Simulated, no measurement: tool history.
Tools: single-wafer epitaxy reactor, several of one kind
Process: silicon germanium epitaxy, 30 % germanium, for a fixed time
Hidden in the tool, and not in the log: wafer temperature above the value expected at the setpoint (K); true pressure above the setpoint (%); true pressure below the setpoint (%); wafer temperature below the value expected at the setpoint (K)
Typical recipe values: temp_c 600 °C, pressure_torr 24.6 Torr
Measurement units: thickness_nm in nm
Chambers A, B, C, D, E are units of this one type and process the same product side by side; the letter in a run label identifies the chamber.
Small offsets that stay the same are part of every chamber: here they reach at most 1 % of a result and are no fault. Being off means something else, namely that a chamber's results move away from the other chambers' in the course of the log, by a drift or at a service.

run,hour,temp_c,pressure_torr,hours since the last pyrometer calibration,hours since the last manometer calibration,"read-back reference wafer on the same gauge, thickness_nm",thickness_nm
1E,5.3,600,24.6,982.4,54.6,68.724,63.424
2B,9.3,600,24.6,137.5,81.9,68.711,64.073
3C,14.8,600,24.6,699.2,485.4,68.710,63.907
4D,19.2,600,24.6,918.1,2055.8,68.724,64.369
5A,25.7,600,24.6,535.5,401.4,68.733,64.396
6B,31.2,600,24.6,159.4,103.8,68.736,64.051
7E,34.6,600,24.6,1011.7,83.9,68.775,63.512
8C,38.9,600,24.6,723.3,509.5,68.750,63.835
9A,42.9,600,24.6,552.7,418.6,68.754,64.380
10D,49.0,600,24.6,947.9,2085.6,68.767,64.497
11C,52.5,609,24.6,736.9,523.1,68.779,74.988
12E,57.7,609,24.6,1034.8,107.0,68.786,74.910
# hour 62.3: chamber D: capacitance manometer re-zeroed and calibrated
13B,63.3,609,24.6,191.5,135.9,68.800,75.504
14D,67.4,609,24.6,966.3,5.1,68.822,75.908
15A,71.9,609,24.6,581.7,447.6,68.810,75.899
16D,74.9,600,24.6,973.8,12.6,68.843,64.527
17A,77.8,600,24.6,587.6,453.5,68.802,64.434
18C,82.2,600,24.6,766.6,552.8,68.824,64.092
19B,85.8,600,24.6,214.0,158.4,68.839,64.220
20E,90.7,593,27.7,1067.8,140.0,68.840,58.602
21B,95.4,593,27.7,223.6,168.0,68.859,59.126
22C,99.3,593,27.7,783.7,569.9,68.863,59.044
23D,105.0,593,27.7,1003.9,42.7,68.874,59.538
24A,111.1,593,27.7,620.9,486.8,68.896,59.472
25E,114.3,592,24.6,1091.4,163.6,68.878,54.878
26A,118.8,592,24.6,628.6,494.5,68.875,55.599
27D,124.6,592,24.6,1023.5,62.3,68.915,55.818
28C,128.1,592,24.6,812.5,598.7,68.921,55.317
29E,133.0,592,24.6,1110.1,182.3,68.892,54.842
30B,139.5,614,29.7,267.7,212.1,68.929,89.421
31C,144.9,614,29.7,829.3,615.5,68.941,88.611
32A,148.8,614,29.7,658.6,524.5,68.937,89.461
33D,155.3,614,29.7,1054.2,93.0,68.944,89.749
34B,159.3,614,29.7,287.5,231.9,68.959,89.507
35E,163.1,600,24.6,1140.2,212.4,68.955,63.676
36C,169.5,600,24.6,853.9,640.1,68.995,64.093
37A,173.6,600,24.6,683.4,549.3,68.990,64.612

The same settings go to every chamber for the next run, one line per chamber below. Forecast the results for each:
38A,178.2,600,24.6,,,,?
38B,178.2,600,24.6,,,,?
38C,178.2,600,24.6,,,,?
38D,178.2,600,24.6,,,,?
38E,178.2,600,24.6,,,,?

run,thickness_nm
38A,64.588
38B,64.383
38C,64.140
38D,64.657
38E,63.700
